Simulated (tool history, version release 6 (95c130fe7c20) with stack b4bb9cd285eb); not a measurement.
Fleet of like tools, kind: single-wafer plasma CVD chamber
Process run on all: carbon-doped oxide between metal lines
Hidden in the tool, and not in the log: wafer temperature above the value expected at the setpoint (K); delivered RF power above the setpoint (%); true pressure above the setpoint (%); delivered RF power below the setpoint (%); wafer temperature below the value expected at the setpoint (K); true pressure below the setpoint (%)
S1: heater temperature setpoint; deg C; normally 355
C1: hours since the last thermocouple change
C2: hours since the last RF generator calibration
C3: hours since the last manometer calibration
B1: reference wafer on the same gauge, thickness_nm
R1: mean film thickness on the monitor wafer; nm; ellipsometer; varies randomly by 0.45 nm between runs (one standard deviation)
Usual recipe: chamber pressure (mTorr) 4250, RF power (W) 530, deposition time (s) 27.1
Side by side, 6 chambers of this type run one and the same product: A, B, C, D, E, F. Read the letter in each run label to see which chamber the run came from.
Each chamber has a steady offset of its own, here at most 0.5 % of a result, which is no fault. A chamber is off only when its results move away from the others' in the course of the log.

{"run": "1C", "hour": 7.6, "S1": 355, "chamber pressure (mTorr)": 4250, "RF power (W)": 530, "deposition time (s)": 27.1, "C1": 622.8, "C2": 1774.8, "C3": 98.5, "B1": 158.03, "R1": 138.7}
{"run": "2A", "hour": 17.7, "S1": 355, "chamber pressure (mTorr)": 4250, "RF power (W)": 530, "deposition time (s)": 27.1, "C1": 915.7, "C2": 356.2, "C3": 1567.1, "B1": 158.02, "R1": 137.77}
{"run": "3F", "hour": 26.2, "S1": 355, "chamber pressure (mTorr)": 4250, "RF power (W)": 530, "deposition time (s)": 27.1, "C1": 1984.3, "C2": 1204.5, "C3": 156.9, "B1": 157.9, "R1": 138.82}
{"run": "4D", "hour": 32.0, "S1": 355, "chamber pressure (mTorr)": 4250, "RF power (W)": 530, "deposition time (s)": 27.1, "C1": 831.5, "C2": 603.5, "C3": 151.4, "B1": 157.97, "R1": 138.58}
{"run": "5B", "hour": 41.7, "S1": 355, "chamber pressure (mTorr)": 4250, "RF power (W)": 530, "deposition time (s)": 27.1, "C1": 690.5, "C2": 260.8, "C3": 702, "B1": 157.88, "R1": 138.16}
{"run": "6E", "hour": 48.6, "S1": 355, "chamber pressure (mTorr)": 4250, "RF power (W)": 530, "deposition time (s)": 27.1, "C1": 220.8, "C2": 1381.1, "C3": 191.6, "B1": 157.95, "R1": 139.52}
{"run": "7F", "hour": 53.3, "S1": 355, "chamber pressure (mTorr)": 4250, "RF power (W)": 530, "deposition time (s)": 27.1, "C1": 2011.4, "C2": 1231.6, "C3": 184, "B1": 157.98, "R1": 138.32}
{"run": "8A", "hour": 58.6, "S1": 355, "chamber pressure (mTorr)": 4250, "RF power (W)": 530, "deposition time (s)": 27.1, "C1": 956.6, "C2": 397.1, "C3": 1608, "B1": 158.02, "R1": 137.86}
{"run": "9B", "hour": 68.6, "S1": 355, "chamber pressure (mTorr)": 4250, "RF power (W)": 530, "deposition time (s)": 27.1, "C1": 717.4, "C2": 287.7, "C3": 728.9, "B1": 158.06, "R1": 139.43}
{"run": "10D", "hour": 76.1, "S1": 355, "chamber pressure (mTorr)": 4250, "RF power (W)": 530, "deposition time (s)": 27.1, "C1": 875.6, "C2": 647.6, "C3": 195.5, "B1": 157.97, "R1": 139.52}
{"run": "11E", "hour": 84.9, "S1": 345, "chamber pressure (mTorr)": 4250, "RF power (W)": 530, "deposition time (s)": 30.2, "C1": 257.1, "C2": 1417.4, "C3": 227.9, "B1": 158.03, "R1": 159.35}
{"run": "12C", "hour": 91.5, "S1": 345, "chamber pressure (mTorr)": 4250, "RF power (W)": 530, "deposition time (s)": 30.2, "C1": 706.7, "C2": 1858.7, "C3": 182.4, "B1": 157.96, "R1": 158.79}
{"run": "13C", "hour": 101.9, "S1": 345, "chamber pressure (mTorr)": 4250, "RF power (W)": 530, "deposition time (s)": 30.2, "C1": 717.1, "C2": 1869.1, "C3": 192.8, "B1": 158.13, "R1": 158.39}
{"run": "14D", "hour": 111.6, "S1": 345, "chamber pressure (mTorr)": 4250, "RF power (W)": 530, "deposition time (s)": 30.2, "C1": 911.1, "C2": 683.1, "C3": 231, "B1": 158.04, "R1": 159.33}
{"run": "15E", "hour": 118.8, "S1": 345, "chamber pressure (mTorr)": 4250, "RF power (W)": 530, "deposition time (s)": 30.2, "C1": 291, "C2": 1451.3, "C3": 261.8, "B1": 157.98, "R1": 158.68}
{"run": "16F", "hour": 125.6, "S1": 345, "chamber pressure (mTorr)": 4250, "RF power (W)": 530, "deposition time (s)": 30.2, "C1": 2083.7, "C2": 1303.9, "C3": 256.3, "B1": 157.94, "R1": 159.11}
{"run": "17A", "hour": 132.0, "S1": 355, "chamber pressure (mTorr)": 4250, "RF power (W)": 530, "deposition time (s)": 27.1, "C1": 1030, "C2": 470.5, "C3": 1681.4, "B1": 158.02, "R1": 138.96}
{"run": "18B", "hour": 142.4, "S1": 355, "chamber pressure (mTorr)": 4250, "RF power (W)": 530, "deposition time (s)": 27.1, "C1": 791.2, "C2": 361.5, "C3": 802.7, "B1": 157.9, "R1": 137.71}
{"run": "19D", "hour": 148.9, "S1": 355, "chamber pressure (mTorr)": 4250, "RF power (W)": 465, "deposition time (s)": 22.6, "C1": 948.4, "C2": 720.4, "C3": 268.3, "B1": 158.08, "R1": 107.27}
{"run": "20F", "hour": 157.7, "S1": 355, "chamber pressure (mTorr)": 4250, "RF power (W)": 465, "deposition time (s)": 22.6, "C1": 2115.8, "C2": 1336, "C3": 288.4, "B1": 157.94, "R1": 107.53}
{"run": "21A", "hour": 164.7, "S1": 355, "chamber pressure (mTorr)": 4250, "RF power (W)": 465, "deposition time (s)": 22.6, "C1": 1062.7, "C2": 503.2, "C3": 1714.1, "B1": 158.17, "R1": 106.3}
{"run": "22C", "hour": 170.5, "S1": 355, "chamber pressure (mTorr)": 4250, "RF power (W)": 465, "deposition time (s)": 22.6, "C1": 785.7, "C2": 1937.7, "C3": 261.4, "B1": 158.05, "R1": 106.34}
{"run": "23B", "hour": 179.5, "S1": 355, "chamber pressure (mTorr)": 4250, "RF power (W)": 465, "deposition time (s)": 22.6, "C1": 828.3, "C2": 398.6, "C3": 839.8, "B1": 157.9, "R1": 106.71}
{"hour": 186.3, "done": "chamber A: capacitance manometer re-zeroed and calibrated"}
{"run": "24E", "hour": 188.6, "S1": 355, "chamber pressure (mTorr)": 4250, "RF power (W)": 465, "deposition time (s)": 22.6, "C1": 360.8, "C2": 1521.1, "C3": 331.6, "B1": 158.01, "R1": 107.07}
{"hour": 194.4, "done": "chamber C: thermocouple changed; heater temperature recalibrated"}
{"run": "25B", "hour": 197.8, "S1": 355, "chamber pressure (mTorr)": 4250, "RF power (W)": 530, "deposition time (s)": 27.1, "C1": 846.6, "C2": 416.9, "C3": 858.1, "B1": 158.1, "R1": 139.09}
{"hour": 205.6, "done": "chamber C: RF generator calibrated"}
{"run": "26A", "hour": 207.3, "S1": 355, "chamber pressure (mTorr)": 4250, "RF power (W)": 530, "deposition time (s)": 27.1, "C1": 1105.3, "C2": 545.8, "C3": 21, "B1": 157.91, "R1": 137.47}
{"run": "27D", "hour": 217.3, "S1": 355, "chamber pressure (mTorr)": 4250, "RF power (W)": 530, "deposition time (s)": 27.1, "C1": 1016.8, "C2": 788.8, "C3": 336.7, "B1": 157.99, "R1": 138.93}
{"run": "28F", "hour": 222.9, "S1": 355, "chamber pressure (mTorr)": 4250, "RF power (W)": 530, "deposition time (s)": 27.1, "C1": 2181, "C2": 1401.2, "C3": 353.6, "B1": 157.93, "R1": 139.34}
{"hour": 226.6, "done": "chamber B: capacitance manometer re-zeroed and calibrated"}
{"run": "29C", "hour": 233.5, "S1": 355, "chamber pressure (mTorr)": 4250, "RF power (W)": 530, "deposition time (s)": 27.1, "C1": 39.1, "C2": 27.9, "C3": 324.4, "B1": 158.04, "R1": 139.18}
{"run": "30E", "hour": 241.9, "S1": 355, "chamber pressure (mTorr)": 4250, "RF power (W)": 530, "deposition time (s)": 27.1, "C1": 414.1, "C2": 1574.4, "C3": 384.9, "B1": 157.98, "R1": 138.71}
{"run": "31D", "hour": 247.8, "S1": 355, "chamber pressure (mTorr)": 4250, "RF power (W)": 530, "deposition time (s)": 27.1, "C1": 1047.3, "C2": 819.3, "C3": 367.2, "B1": 158.01, "R1": 139.24}
{"run": "32E", "hour": 252.7, "S1": 355, "chamber pressure (mTorr)": 4250, "RF power (W)": 530, "deposition time (s)": 27.1, "C1": 424.9, "C2": 1585.2, "C3": 395.7, "B1": 157.94, "R1": 139.26}
{"run": "33B", "hour": 258.2, "S1": 355, "chamber pressure (mTorr)": 4250, "RF power (W)": 530, "deposition time (s)": 27.1, "C1": 907, "C2": 477.3, "C3": 31.6, "B1": 157.96, "R1": 138.63}
{"run": "34F", "hour": 267.8, "S1": 355, "chamber pressure (mTorr)": 4250, "RF power (W)": 530, "deposition time (s)": 27.1, "C1": 2225.9, "C2": 1446.1, "C3": 398.5, "B1": 158.04, "R1": 139.13}
{"run": "35C", "hour": 274.4, "S1": 355, "chamber pressure (mTorr)": 4250, "RF power (W)": 530, "deposition time (s)": 27.1, "C1": 80, "C2": 68.8, "C3": 365.3, "B1": 157.88, "R1": 138.46}
{"run": "36A", "hour": 282.0, "S1": 355, "chamber pressure (mTorr)": 4250, "RF power (W)": 530, "deposition time (s)": 24.7, "C1": 1180, "C2": 620.5, "C3": 95.7, "B1": 158.02, "R1": 125.71}
{"run": "37E", "hour": 287.4, "S1": 355, "chamber pressure (mTorr)": 4250, "RF power (W)": 530, "deposition time (s)": 24.7, "C1": 459.6, "C2": 1619.9, "C3": 430.4, "B1": 157.99, "R1": 126.69}
{"run": "38B", "hour": 297.6, "S1": 355, "chamber pressure (mTorr)": 4250, "RF power (W)": 530, "deposition time (s)": 24.7, "C1": 946.4, "C2": 516.7, "C3": 71, "B1": 158.03, "R1": 126.55}
{"run": "39A", "hour": 308.1, "S1": 355, "chamber pressure (mTorr)": 4250, "RF power (W)": 530, "deposition time (s)": 24.7, "C1": 1206.1, "C2": 646.6, "C3": 121.8, "B1": 158.02, "R1": 125.33}

Each of the 6 chambers runs these same settings next. Fill in every chamber's results:
{"run": "40A", "hour": 315.7, "S1": 355, "chamber pressure (mTorr)": 4690, "RF power (W)": 530, "deposition time (s)": 27.1, "R1": "?"}
{"run": "40B", "hour": 315.7, "S1": 355, "chamber pressure (mTorr)": 4690, "RF power (W)": 530, "deposition time (s)": 27.1, "R1": "?"}
{"run": "40C", "hour": 315.7, "S1": 355, "chamber pressure (mTorr)": 4690, "RF power (W)": 530, "deposition time (s)": 27.1, "R1": "?"}
{"run": "40D", "hour": 315.7, "S1": 355, "chamber pressure (mTorr)": 4690, "RF power (W)": 530, "deposition time (s)": 27.1, "R1": "?"}
{"run": "40E", "hour": 315.7, "S1": 355, "chamber pressure (mTorr)": 4690, "RF power (W)": 530, "deposition time (s)": 27.1, "R1": "?"}
{"run": "40F", "hour": 315.7, "S1": 355, "chamber pressure (mTorr)": 4690, "RF power (W)": 530, "deposition time (s)": 27.1, "R1": "?"}

run=40A R1=139.31
run=40B R1=139.87
run=40C R1=140.55
run=40D R1=140.71
run=40E R1=141.06
run=40F R1=140.01
